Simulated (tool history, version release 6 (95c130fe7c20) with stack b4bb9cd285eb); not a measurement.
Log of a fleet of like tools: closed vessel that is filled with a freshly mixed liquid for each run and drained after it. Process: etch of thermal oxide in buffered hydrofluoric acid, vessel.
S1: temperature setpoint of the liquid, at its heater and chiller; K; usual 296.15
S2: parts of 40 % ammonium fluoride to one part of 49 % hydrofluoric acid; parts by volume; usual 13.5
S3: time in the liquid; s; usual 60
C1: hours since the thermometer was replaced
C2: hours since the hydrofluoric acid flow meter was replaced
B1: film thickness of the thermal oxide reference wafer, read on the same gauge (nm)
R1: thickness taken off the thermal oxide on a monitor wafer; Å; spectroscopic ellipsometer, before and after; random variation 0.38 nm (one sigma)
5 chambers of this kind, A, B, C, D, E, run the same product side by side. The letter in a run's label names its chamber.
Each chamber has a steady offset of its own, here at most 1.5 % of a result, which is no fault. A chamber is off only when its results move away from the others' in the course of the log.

run	hour	S1	S2	S3	C1	C2	B1	R1
1E	3.5	296.15	13.5	60	314.0	74.0	40.008	490.32
2A	8.6	296.15	13.5	60	1235.4	280.5	40.006	488.09
3D	11.5	296.15	13.5	60	2081.7	1703.0	40.000	490.37
4C	16.6	296.15	13.5	60	267.8	315.4	40.048	492.40
5B	21.4	296.15	13.5	60	620.0	438.9	40.034	485.86
6D	26.4	296.15	13.5	60	2096.6	1717.9	40.044	492.64
7C	31.2	296.15	13.5	60	282.4	330.0	40.021	485.89
8A	33.6	296.15	13.5	60	1260.4	305.5	40.000	491.16
9B	37.1	296.15	13.5	60	635.7	454.6	39.979	485.41
10E	41.5	296.15	13.5	60	352.0	112.0	40.006	489.37
11E	46.6	296.15	13.5	60	357.1	117.1	39.979	495.53
12B	51.5	296.15	13.5	60	650.1	469.0	39.959	483.74
13A	56.0	296.15	13.5	60	1282.8	327.9	39.974	495.45
14D	59.8	296.15	13.5	60	2130.0	1751.3	40.036	486.31
15C	62.9	296.15	13.5	60	314.1	361.7	39.990	487.23
16C	67.1	296.15	13.5	60	318.3	365.9	39.966	488.15
17E	69.5	296.15	17.0	60	380.0	140.0	39.984	388.83
18B	73.6	296.15	17.0	60	672.2	491.1	40.012	391.59
19D	75.9	296.15	17.0	60	2146.1	1767.4	40.026	395.39
20A	78.2	296.15	17.0	60	1305.0	350.1	40.007	392.96
21E	81.4	296.15	17.0	60	391.9	151.9	40.002	394.61
22D	85.3	296.15	13.5	60	2155.5	1776.8	39.998	491.33
23C	88.5	296.15	13.5	60	339.7	387.3	39.991	487.94
24B	92.7	296.15	13.5	60	691.3	510.2	39.956	483.79
25A	95.1	296.15	13.5	60	1321.9	367.0	39.994	487.95
26B	99.6	296.15	13.5	60	698.2	517.1	39.974	481.10
27C	104.7	296.15	13.5	60	355.9	403.5	40.031	489.31
28A	107.9	296.15	13.5	60	1334.7	379.8	39.977	488.95
29D	112.4	296.15	13.5	60	2182.6	1803.9	39.976	489.35
30E	115.0	296.15	13.5	60	425.5	185.5	40.002	496.84
31D	117.8	296.15	13.5	60	2188.0	1809.3	40.021	493.13
32E	121.3	296.15	13.5	60	431.8	191.8	39.989	486.37
33C	123.7	296.15	13.5	60	374.9	422.5	39.974	489.78
34A	126.0	296.15	13.5	60	1352.8	397.9	39.977	494.32
35B	131.1	296.15	13.5	60	729.7	548.6	40.003	478.56
36E	135.6	296.15	13.5	60	446.1	206.1	40.011	487.09
37A	140.3	296.15	13.5	60	1367.1	412.2	39.949	490.18
38B	143.7	296.15	18.0	75	742.3	561.2	39.992	457.27
39C	148.5	296.15	18.0	75	399.7	447.3	39.965	464.16
40D	151.8	296.15	18.0	75	2222.0	1843.3	39.976	461.18
41B	154.9	296.15	18.0	75	753.5	572.4	40.004	458.15
42E	158.5	296.15	18.0	75	469.0	229.0	40.012	460.31
43A	163.6	296.15	13.5	60	1390.4	435.5	40.012	490.52

Is one chamber off against the others, does the gauge drift, or is nothing wrong? If a chamber is off, say which, and what the likeliest cause is.

No chamber stands off beyond its own small offset, and the gauge holds steady.

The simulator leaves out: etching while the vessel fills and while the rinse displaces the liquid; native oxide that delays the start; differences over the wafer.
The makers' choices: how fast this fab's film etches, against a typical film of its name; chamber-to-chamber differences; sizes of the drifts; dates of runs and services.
